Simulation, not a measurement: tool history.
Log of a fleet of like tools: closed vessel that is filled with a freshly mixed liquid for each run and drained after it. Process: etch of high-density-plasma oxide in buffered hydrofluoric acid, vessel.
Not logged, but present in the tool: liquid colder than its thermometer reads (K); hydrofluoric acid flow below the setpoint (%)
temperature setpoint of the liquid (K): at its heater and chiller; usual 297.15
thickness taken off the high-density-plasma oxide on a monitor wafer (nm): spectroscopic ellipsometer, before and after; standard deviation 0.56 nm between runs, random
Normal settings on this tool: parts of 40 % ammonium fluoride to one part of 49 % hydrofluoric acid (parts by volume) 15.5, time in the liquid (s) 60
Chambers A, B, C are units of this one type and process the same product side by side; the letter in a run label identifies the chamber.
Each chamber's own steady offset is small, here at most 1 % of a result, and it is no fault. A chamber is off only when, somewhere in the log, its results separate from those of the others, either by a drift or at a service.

run   hour  temperature setpoint of the liquid (K)  parts of 40 % ammonium fluoride to one part of 49 % hydrofluoric acid (parts by volume)  time in the liquid (s)  hours since the thermometer was replaced  hours since the hydrofluoric acid flow meter was replaced  read-back film thickness of the high-density-plasma oxide reference wafer, read on the same gauge (nm)  thickness taken off the high-density-plasma oxide on a monitor wafer (nm)
 1C    3.2                                  297.15                                                                                     15.5                      60                                     166.3                                                      355.9                                                                                                  120.01                                                                     73.832
 2B      6                                  297.15                                                                                     15.5                      60                                      44.6                                                     1537.2                                                                                                  119.99                                                                     72.176
 3A   10.1                                  297.15                                                                                     15.5                      60                                    1693.7                                                      841.9                                                                                                  120.01                                                                      73.12
 4A   12.9                                  297.15                                                                                     15.5                      60                                    1696.5                                                      844.7                                                                                                  119.99                                                                     71.882
 5C     18                                  300.15                                                                                     15.5                      70                                     181.1                                                      370.7                                                                                                  119.98                                                                     99.389
 6B   23.1                                  300.15                                                                                     15.5                      70                                      61.7                                                     1554.3                                                                                                  120.02                                                                     99.136
 7A     27                                  300.15                                                                                     15.5                      70                                    1710.6                                                      858.8                                                                                                  120.01                                                                     98.378
 8C   30.3                                  297.15                                                                                     15.5                      60                                     193.4                                                        383                                                                                                     120                                                                     73.183
 9B   35.1                                  297.15                                                                                     15.5                      60                                      73.7                                                     1566.3                                                                                                     120                                                                     72.657
10C   38.2                                  297.15                                                                                     15.5                      60                                     201.3                                                      390.9                                                                                                     120                                                                     73.422
11A   43.2                                  297.15                                                                                     15.5                      60                                    1726.8                                                        875                                                                                                  119.99                                                                     70.081
12B     46                                  297.15                                                                                     15.5                      60                                      84.6                                                     1577.2                                                                                                  119.97                                                                     72.489
13A   50.1                                  297.15                                                                                     15.5                      60                                    1733.7                                                      881.9                                                                                                     120                                                                     71.326
14C   53.3                                  297.15                                                                                     15.5                      60                                     216.4                                                        406                                                                                                  119.99                                                                     72.787
15B   58.2                                  297.15                                                                                     15.5                      60                                      96.8                                                     1589.4                                                                                                  120.02                                                                     72.814
16C   61.9                                  297.15                                                                                     15.5                      60                                       225                                                      414.6                                                                                                  119.98                                                                     72.788
17B   65.2                                  297.15                                                                                     15.5                      60                                     103.8                                                     1596.4                                                                                                  120.01                                                                     72.318
18A   69.3                                  297.15                                                                                     15.5                      60                                    1752.9                                                      901.1                                                                                                  119.99                                                                     69.125
19C   72.9                                  297.15                                                                                     15.5                      60                                       236                                                      425.6                                                                                                  120.03                                                                     72.974
20B   77.1                                  297.15                                                                                     15.5                      60                                     115.7                                                     1608.3                                                                                                  119.98                                                                     73.337
21A   81.7                                  297.15                                                                                     15.5                      60                                    1765.3                                                      913.5                                                                                                     120                                                                     68.641
22B   86.6                                  297.15                                                                                     15.5                      60                                     125.2                                                     1617.8                                                                                                  120.02                                                                     73.385
23A   90.1                                  297.15                                                                                     15.5                      60                                    1773.7                                                      921.9                                                                                                  119.99                                                                     69.846
24C   93.9                                  297.15                                                                                     15.5                      60                                       257                                                      446.6                                                                                                     120                                                                     72.265
25A   97.4                                  297.15                                                                                     15.5                      60                                      1781                                                      929.2                                                                                                     120                                                                     68.634
26B    102                                  297.15                                                                                     15.5                      60                                     140.6                                                     1633.2                                                                                                     120                                                                     72.741
27C    105                                  297.15                                                                                     15.5                      60                                     268.1                                                      457.7                                                                                                     120                                                                     72.552
28A  109.1                                  293.65                                                                                     19.5                      60                                    1792.7                                                      940.9                                                                                                  120.01                                                                      45.48
29C  112.3                                  293.65                                                                                     19.5                      60                                     275.4                                                        465                                                                                                  119.98                                                                     48.628
30B  115.9                                  293.65                                                                                     19.5                      60                                     154.5                                                     1647.1                                                                                                  119.98                                                                     47.453
31C  119.6                                  297.15                                                                                     15.5                      60                                     282.7                                                      472.3                                                                                                  120.02                                                                     72.298
32B  121.9                                  297.15                                                                                     15.5                      60                                     160.5                                                     1653.1                                                                                                     120                                                                     73.736
33A  124.7                                  297.15                                                                                     15.5                      60                                    1808.3                                                      956.5                                                                                                  120.01                                                                      67.58
34B  129.4                                  300.15                                                                                     15.5                      60                                       168                                                     1660.6                                                                                                  119.99                                                                     84.794
35C  134.2                                  300.15                                                                                     15.5                      60                                     297.3                                                      486.9                                                                                                     120                                                                     86.894
36A  136.8                                  300.15                                                                                     15.5                      60                                    1820.4                                                      968.6                                                                                                  120.04                                                                     79.121

Which is it: a chamber that has drifted or been left off by a service, a gauge drift common to all chambers, or only each chamber's usual small offset? If a chamber is off, name it and its likeliest cause.

One chamber, A, drifts off from the rest bit by bit.
Most likely cause: liquid colder than its thermometer reads (K) = 1.35.
The log might look much the same if the cause were instead: hydrofluoric acid flow below the setpoint (%).

Below are 4 candidate recipes for chamber A's next run, each the usual settings with a change, their results shown as question marks. Which of them brings A's results back in line with what the other chambers give on the usual settings?
Maximum distance from the other chambers' mean on the usual settings for a result to count as in line: thickness taken off the high-density-plasma oxide on a monitor wafer (nm) 2
37A-1  140.6                                  294.65                                                                                     15.5                      60                                                                                                                                                                                                                                                                                       ?
37A-2  140.6                                  297.15                                                                                     15.5                      65                                                                                                                                                                                                                                                                                       ?
37A-3  140.6                                  295.65                                                                                     15.5                      60                                                                                                                                                                                                                                                                                       ?
37A-4  140.6                                  297.15                                                                                     13.5                      60                                                                                                                                                                                                                                                                                       ?

The other chambers' mean on the usual settings: thickness taken off the high-density-plasma oxide on a monitor wafer (nm) 72.886
  run  thickness taken off the high-density-plasma oxide on a monitor wafer (nm)
37A-1                                                                     58.395
37A-2                                                                     72.648
37A-3                                                                     61.748
37A-4                                                                     76.827
Change 37A-2 lands the chamber within the allowed miss of the other chambers.

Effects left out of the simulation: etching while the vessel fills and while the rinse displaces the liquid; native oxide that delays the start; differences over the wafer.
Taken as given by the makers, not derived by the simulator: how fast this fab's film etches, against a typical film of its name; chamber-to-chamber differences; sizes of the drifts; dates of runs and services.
